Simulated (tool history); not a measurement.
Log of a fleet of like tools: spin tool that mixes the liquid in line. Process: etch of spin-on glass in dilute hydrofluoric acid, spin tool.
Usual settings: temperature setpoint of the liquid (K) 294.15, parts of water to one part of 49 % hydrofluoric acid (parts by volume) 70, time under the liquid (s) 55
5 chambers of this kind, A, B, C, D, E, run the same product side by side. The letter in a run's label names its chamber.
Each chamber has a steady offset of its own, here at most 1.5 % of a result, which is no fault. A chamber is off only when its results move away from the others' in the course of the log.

run	hour	temperature setpoint of the liquid (K)	parts of water to one part of 49 % hydrofluoric acid (parts by volume)	time under the liquid (s)	hours since the thermometer was replaced	hours since the hydrofluoric acid flow meter was replaced	read-back film thickness of the spin-on glass reference wafer, read on the same gauge (nm)	thickness taken off the spin-on glass on a monitor wafer (Å)
1B	6.4	294.15	70	55	62.3	1349	29.993	234.41
2D	16.4	294.15	70	55	897.1	114.3	30.025	238.61
3C	22.4	294.15	70	55	232.9	322.3	29.989	239.86
4A	28.9	294.15	70	55	1017.8	138.8	29.961	236.13
5E	38.7	294.15	70	55	39.2	308.3	29.977	239.52
6E	47.4	294.15	70	55	47.9	317	30.01	239.01
7B	56.3	290.15	70	55	112.2	1398.9	29.997	198.03
8D	63.2	290.15	70	55	943.9	161.1	29.989	199.93
9A	69.6	290.15	70	55	1058.5	179.5	30.023	199.73
10C	79.3	290.15	70	55	289.8	379.2	30.018	200.62
11B	87.9	290.15	70	55	143.8	1430.5	30.07	197.03
12C	98.7	294.15	70	55	309.2	398.6	30.026	237.07
13A	109.2	294.15	70	55	1098.1	219.1	29.953	239.18
14E	119.9	298.65	70	55	120.4	389.5	30.032	281.81
15D	126.4	298.65	70	55	1007.1	224.3	29.983	286.12
16C	133.5	298.65	70	55	344	433.4	29.961	284.66
17A	146	298.65	70	55	1134.9	255.9	29.992	281.05
18B	153.3	298.65	70	55	209.2	1495.9	30.025	277.12
19D	165.9	294.15	70	55	1046.6	263.8	30.012	239.23
20E	176.2	294.15	70	55	176.7	445.8	29.987	229.4
21C	188.3	297.65	70	55	398.8	488.2	29.969	271.06
22A	198.1	297.65	70	55	1187	308	30.027	272.31
23D	209.3	297.65	70	55	1090	307.2	29.992	274.62
24E	221.6	297.65	70	55	222.1	491.2	29.968	257.76
25B	233.5	297.65	70	55	289.4	1576.1	29.988	270.56
26A	244.9	294.15	70	55	1233.8	354.8	30.021	235.82
27B	256.6	294.15	70	55	312.5	1599.2	30.014	236.17
28D	266.7	294.15	70	55	1147.4	364.6	30.032	238.31
29E	277.4	294.15	70	55	277.9	547	30.017	220.87
30C	289.7	294.15	70	55	500.2	589.6	30.016	236.91
31D	296.2	294.15	70	55	1176.9	394.1	29.996	235.91
32C	307.1	294.15	70	55	517.6	607	29.995	234.99
33A	318.5	294.15	70	55	1307.4	428.4	30.017	240.86
34B	331	294.15	70	30	386.9	1673.6	30.002	127.28
35E	342	294.15	70	30	342.5	611.6	30.001	115.61
36C	355	294.15	70	30	565.5	654.9	30.007	130.01
37A	363.1	294.15	70	30	1352	473	30.009	130.98
38B	375	294.15	70	30	430.9	1717.6	30.02	129.33
39E	387.3	294.15	70	55	387.8	656.9	30.018	215.02

All 5 chambers run these settings next. Forecast each chamber's results:
40A	396.9	294.15	70	35				?
40B	396.9	294.15	70	35				?
40C	396.9	294.15	70	35				?
40D	396.9	294.15	70	35				?
40E	396.9	294.15	70	35				?

run	thickness taken off the spin-on glass on a monitor wafer (Å)
40A	151.23
40B	147.47
40C	150.54
40D	152.23
40E	134.93
